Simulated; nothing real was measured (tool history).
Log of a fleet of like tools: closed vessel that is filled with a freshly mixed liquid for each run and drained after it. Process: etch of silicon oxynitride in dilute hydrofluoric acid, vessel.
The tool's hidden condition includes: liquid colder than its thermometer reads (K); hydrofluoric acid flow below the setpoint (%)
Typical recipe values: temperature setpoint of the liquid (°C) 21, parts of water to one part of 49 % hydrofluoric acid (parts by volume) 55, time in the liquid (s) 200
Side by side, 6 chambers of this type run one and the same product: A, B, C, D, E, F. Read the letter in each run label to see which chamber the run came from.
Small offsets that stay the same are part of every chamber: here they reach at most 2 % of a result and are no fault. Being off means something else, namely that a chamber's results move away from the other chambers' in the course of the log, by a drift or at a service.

| run | hour | temperature setpoint of the liquid (°C) | parts of water to one part of 49 % hydrofluoric acid (parts by volume) | time in the liquid (s) | hours since the thermometer was replaced | hours since the hydrofluoric acid flow meter was replaced | read-back film thickness of the silicon oxynitride reference wafer, read on the same gauge (nm) | thickness taken off the silicon oxynitride on a monitor wafer (angstrom) |
|---|---|---|---|---|---|---|---|---|
| 1B | 5.9 | 21 | 55 | 200 | 1271.6 | 1613 | 139.98 | 99.994 |
| 2E | 14.8 | 21 | 55 | 200 | 3020.7 | 1517.1 | 139.96 | 98.891 |
| 3A | 23 | 21 | 55 | 200 | 886.6 | 1088.1 | 139.99 | 103.34 |
| 4D | 29.1 | 21 | 55 | 200 | 785 | 1208.6 | 140.02 | 102.7 |
| 5C | 34.2 | 21 | 55 | 200 | 250.3 | 243 | 139.97 | 102.85 |
| 6F | 42.8 | 21 | 55 | 200 | 736.2 | 389.1 | 140.02 | 98.832 |
| 7A | 52.7 | 21 | 55 | 200 | 916.3 | 1117.8 | 139.98 | 102.38 |
| 8B | 60.9 | 21 | 55 | 200 | 1326.6 | 1668 | 140.01 | 100.62 |
| 9C | 71.4 | 21 | 55 | 200 | 287.5 | 280.2 | 140.01 | 104.57 |
| 10D | 76.9 | 21 | 55 | 200 | 832.8 | 1256.4 | 139.96 | 101.48 |
|  | 77 | chamber B: thermometer replaced |
| 11E | 83 | 21 | 55 | 200 | 3088.9 | 1585.3 | 139.99 | 99.824 |
| 12F | 89.4 | 21 | 55 | 200 | 782.8 | 435.7 | 139.99 | 99.924 |
| 13B | 98.7 | 21 | 55 | 200 | 21.8 | 1705.8 | 140.03 | 100.78 |
| 14F | 107.8 | 21 | 55 | 200 | 801.2 | 454.1 | 140.01 | 100.21 |
|  | 112.9 | chamber F: hydrofluoric acid flow meter replaced |
| 15C | 114.4 | 21 | 55 | 200 | 330.5 | 323.2 | 139.99 | 101.36 |
| 16E | 121.4 | 21 | 55 | 200 | 3127.3 | 1623.7 | 139.97 | 100.14 |
| 17A | 129 | 21 | 55 | 200 | 992.6 | 1194.1 | 139.96 | 102.26 |
|  | 133.5 | chamber E: hydrofluoric acid flow meter replaced |
| 18D | 139.3 | 21 | 55 | 200 | 895.2 | 1318.8 | 140.05 | 101.8 |
| 19B | 149.2 | 21 | 55 | 200 | 72.3 | 1756.3 | 139.99 | 99.95 |
| 20D | 153.8 | 21 | 35 | 200 | 909.7 | 1333.3 | 139.97 | 162.14 |
| 21F | 162.1 | 21 | 35 | 200 | 855.5 | 49.3 | 139.98 | 156.76 |
| 22A | 170 | 21 | 35 | 200 | 1033.6 | 1235.1 | 139.99 | 165.83 |
| 23C | 175 | 21 | 35 | 200 | 391.1 | 383.8 | 140.02 | 154.93 |
| 24E | 182.9 | 21 | 35 | 200 | 3188.8 | 49.5 | 140 | 160.97 |
| 25B | 189.5 | 21 | 35 | 200 | 112.6 | 1796.6 | 140 | 158.22 |
| 26D | 196.4 | 21 | 55 | 200 | 952.3 | 1375.9 | 140.04 | 101.65 |
|  | 201.1 | chamber E: thermometer replaced |
| 27A | 205.4 | 21 | 55 | 200 | 1069 | 1270.5 | 140.01 | 102.31 |
| 28C | 212.2 | 21 | 55 | 200 | 428.3 | 421 | 139.96 | 96.764 |
| 29F | 221.5 | 21 | 55 | 200 | 914.9 | 108.7 | 139.97 | 100.88 |
| 30E | 229.8 | 21 | 55 | 200 | 28.7 | 96.4 | 139.97 | 102.63 |
| 31B | 236.2 | 21 | 55 | 200 | 159.3 | 1843.3 | 139.97 | 100.91 |
| 32C | 242.1 | 21 | 55 | 200 | 458.2 | 450.9 | 139.98 | 95.577 |
| 33A | 250.6 | 21 | 70 | 290 | 1114.2 | 1315.7 | 139.98 | 115.09 |
| 34E | 257.1 | 21 | 70 | 290 | 56 | 123.7 | 140 | 113.36 |
| 35F | 262.6 | 21 | 70 | 290 | 956 | 149.8 | 139.99 | 111.77 |
| 36D | 267.4 | 21 | 70 | 290 | 1023.3 | 1446.9 | 139.99 | 114.8 |
| 37C | 278.1 | 21 | 70 | 290 | 494.2 | 486.9 | 139.99 | 104.81 |
| 38D | 285.4 | 21 | 70 | 290 | 1041.3 | 1464.9 | 139.99 | 114.57 |
| 39A | 291.6 | 21 | 55 | 200 | 1155.2 | 1356.7 | 140.02 | 102.74 |
| 40B | 298.5 | 25.5 | 55 | 200 | 221.6 | 1905.6 | 140 | 126.57 |
| 41E | 307 | 25.5 | 55 | 200 | 105.9 | 173.6 | 140.02 | 126.4 |
| 42F | 314.7 | 25.5 | 55 | 200 | 1008.1 | 201.9 | 139.99 | 125.02 |

Which is it: a chamber that has drifted or been left off by a service, a gauge drift common to all chambers, or only each chamber's usual small offset? If a chamber is off, name it and its likeliest cause.

Chamber C drifts away from the others.
Likeliest cause: liquid colder than its thermometer reads (K) = 2.1.
It could be hard to tell apart here from: hydrofluoric acid flow below the setpoint (%).

Chamber C could run next with any of the 4 candidate recipes listed below; each alters the usual settings, and their results appear as question marks. Which one brings its results back in line with what the other chambers deliver on the usual settings?
In-line tolerance around the mean of the other chambers on the usual settings: thickness taken off the silicon oxynitride on a monitor wafer (angstrom) 2.8
| 43C-1 | 322.3 | 21 | 55 | 190 |  |  |  | ? |
| 43C-2 | 322.3 | 20.5 | 55 | 185 |  |  |  | ? |
| 43C-3 | 322.3 | 21 | 55 | 210 |  |  |  | ? |
| 43C-4 | 322.3 | 21 | 50 | 200 |  |  |  | ? |

The other chambers' mean on the usual settings: thickness taken off the silicon oxynitride on a monitor wafer (angstrom) 101.21
| run | thickness taken off the silicon oxynitride on a monitor wafer (angstrom) |
|---|---|
| 43C-1 | 87.733 |
| 43C-2 | 83.286 |
| 43C-3 | 96.968 |
| 43C-4 | 101.82 |
43C-4 brings the chamber back in line.
